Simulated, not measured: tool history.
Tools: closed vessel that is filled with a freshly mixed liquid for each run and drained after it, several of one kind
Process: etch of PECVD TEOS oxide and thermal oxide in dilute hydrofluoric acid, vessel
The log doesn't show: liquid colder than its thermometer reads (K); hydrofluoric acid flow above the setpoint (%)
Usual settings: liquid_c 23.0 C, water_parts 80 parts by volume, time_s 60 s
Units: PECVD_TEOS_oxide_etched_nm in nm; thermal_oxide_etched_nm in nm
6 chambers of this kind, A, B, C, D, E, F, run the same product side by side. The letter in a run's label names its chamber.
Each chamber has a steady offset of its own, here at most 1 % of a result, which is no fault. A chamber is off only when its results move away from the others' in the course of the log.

run	hour	liquid_c	water_parts	time_s	hours since the thermometer was replaced	hours since the hydrofluoric acid flow meter was replaced	read-back film thickness of the PECVD TEOS oxide reference wafer, read on the same gauge (nm)	read-back film thickness of the thermal oxide reference wafer, read on the same gauge (nm)	PECVD_TEOS_oxide_etched_nm	thermal_oxide_etched_nm
1E	11.9	23.0	80	60	24.3	1477.3	90.006	130.02	9.9119	3.4154
2D	17.6	23.0	80	60	1063.1	279.8	90.000	129.99	9.7788	3.4043
3A	30.1	23.0	80	60	187.5	963.9	90.011	130.02	9.6794	3.4056
4C	39.7	23.0	80	60	98.9	287.3	90.011	130.00	9.4952	3.3572
5F	45.7	23.0	80	60	2346.7	654.2	89.999	130.02	9.5688	3.3827
6B	56.9	23.0	80	60	221.8	304.0	89.971	130.02	9.6915	3.3890
7D	67.7	23.0	80	60	1113.2	329.9	90.010	129.97	9.8464	3.3891
8E	76.9	26.5	80	60	89.3	1542.3	90.013	130.02	11.1900	3.9424
9A	85.5	26.5	80	60	242.9	1019.3	90.056	129.97	11.0070	3.9767
10B	93.7	26.5	80	60	258.6	340.8	89.996	130.03	11.0480	3.8951
11C	102.6	26.5	80	60	161.8	350.2	89.994	130.01	11.0400	3.9088
12F	113.8	26.5	80	60	2414.8	722.3	90.013	130.00	10.9190	3.9471
13B	124.5	26.5	80	60	289.4	371.6	90.015	130.04	11.0570	3.8867
# hour 131.7: chamber B: hydrofluoric acid flow meter replaced
14A	134.5	23.0	80	75	291.9	1068.3	90.002	129.97	12.0680	4.2668
# hour 141.5: chamber A: hydrofluoric acid flow meter replaced
# hour 143.4: chamber D: hydrofluoric acid flow meter replaced
15D	147.8	23.0	80	75	1193.3	4.4	89.994	130.01	12.2460	4.2936
16F	160.2	23.0	80	75	2461.2	768.7	89.969	130.01	12.1380	4.2503
17E	169.3	23.0	80	75	181.7	1634.7	90.023	130.00	12.2600	4.2926
18C	180.4	23.0	80	75	239.6	428.0	90.023	130.03	11.9770	4.1921
19C	186.2	23.0	80	75	245.4	433.8	89.982	129.98	12.1480	4.1294
20F	196.1	23.0	80	60	2497.1	804.6	90.002	130.01	9.4812	3.3584
21B	204.2	23.0	80	30	369.1	72.5	90.025	129.99	4.7688	1.6972
22D	213.7	23.0	80	30	1259.2	70.3	89.978	129.96	4.8557	1.7092
23E	221.6	23.0	80	30	234.0	1687.0	90.030	130.02	4.8291	1.6947
24A	228.9	23.0	80	30	386.3	87.4	90.048	130.04	4.8030	1.7339
25F	238.8	23.0	80	30	2539.8	847.3	89.944	129.95	4.7641	1.6700
26B	250.8	23.0	80	30	415.7	119.1	89.996	130.01	4.7872	1.7246
27C	261.0	23.0	80	60	320.2	508.6	90.019	129.98	9.7015	3.3591
28E	273.9	23.0	80	50	286.3	1739.3	90.022	129.99	8.1455	2.8527
29D	286.4	23.0	80	50	1331.9	143.0	90.007	130.05	8.1967	2.8103
30A	298.2	23.0	80	50	455.6	156.7	89.980	129.99	8.0881	2.8125
31F	309.6	23.0	80	50	2610.6	918.1	89.980	130.00	8.1428	2.8488
32B	319.1	23.0	80	50	484.0	187.4	90.005	130.00	8.0563	2.8289
33D	328.0	23.0	80	50	1373.5	184.6	89.988	130.03	8.0200	2.8272
# hour 337.4: chamber C: hydrofluoric acid flow meter replaced
34C	340.3	19.5	80	60	399.5	3.0	89.992	130.00	8.3201	2.8770
35A	347.4	19.5	80	60	504.8	205.9	90.028	130.01	8.2948	2.9528
36E	355.9	19.5	80	60	368.3	1821.3	89.986	130.02	8.4219	3.0046
37C	362.1	19.5	80	60	421.3	24.8	89.968	130.01	8.4872	2.8703
38A	368.8	19.5	80	60	526.2	227.3	89.979	130.00	8.3806	2.9348
39F	377.2	19.5	80	60	2678.2	985.7	90.034	130.00	8.2407	2.9565
40E	387.9	23.0	80	60	400.3	1853.3	90.008	129.96	9.8722	3.3935
41B	399.0	23.0	80	60	563.9	267.3	89.978	130.00	9.4679	3.4314
42D	409.0	23.0	80	60	1454.5	265.6	90.009	129.97	9.6833	3.3723
43D	416.0	23.0	80	60	1461.5	272.6	89.986	130.00	9.7121	3.3578

Next, every chamber runs the same settings. What will each give?
44A	425.5	23.0	80	60					?	?
44B	425.5	23.0	80	60					?	?
44C	425.5	23.0	80	60					?	?
44D	425.5	23.0	80	60					?	?
44E	425.5	23.0	80	60					?	?
44F	425.5	23.0	80	60					?	?

run	PECVD_TEOS_oxide_etched_nm	thermal_oxide_etched_nm
44A	9.6432	3.3668
44B	9.6871	3.4288
44C	9.5950	3.3481
44D	9.7536	3.3729
44E	9.8122	3.3721
44F	9.5838	3.3434
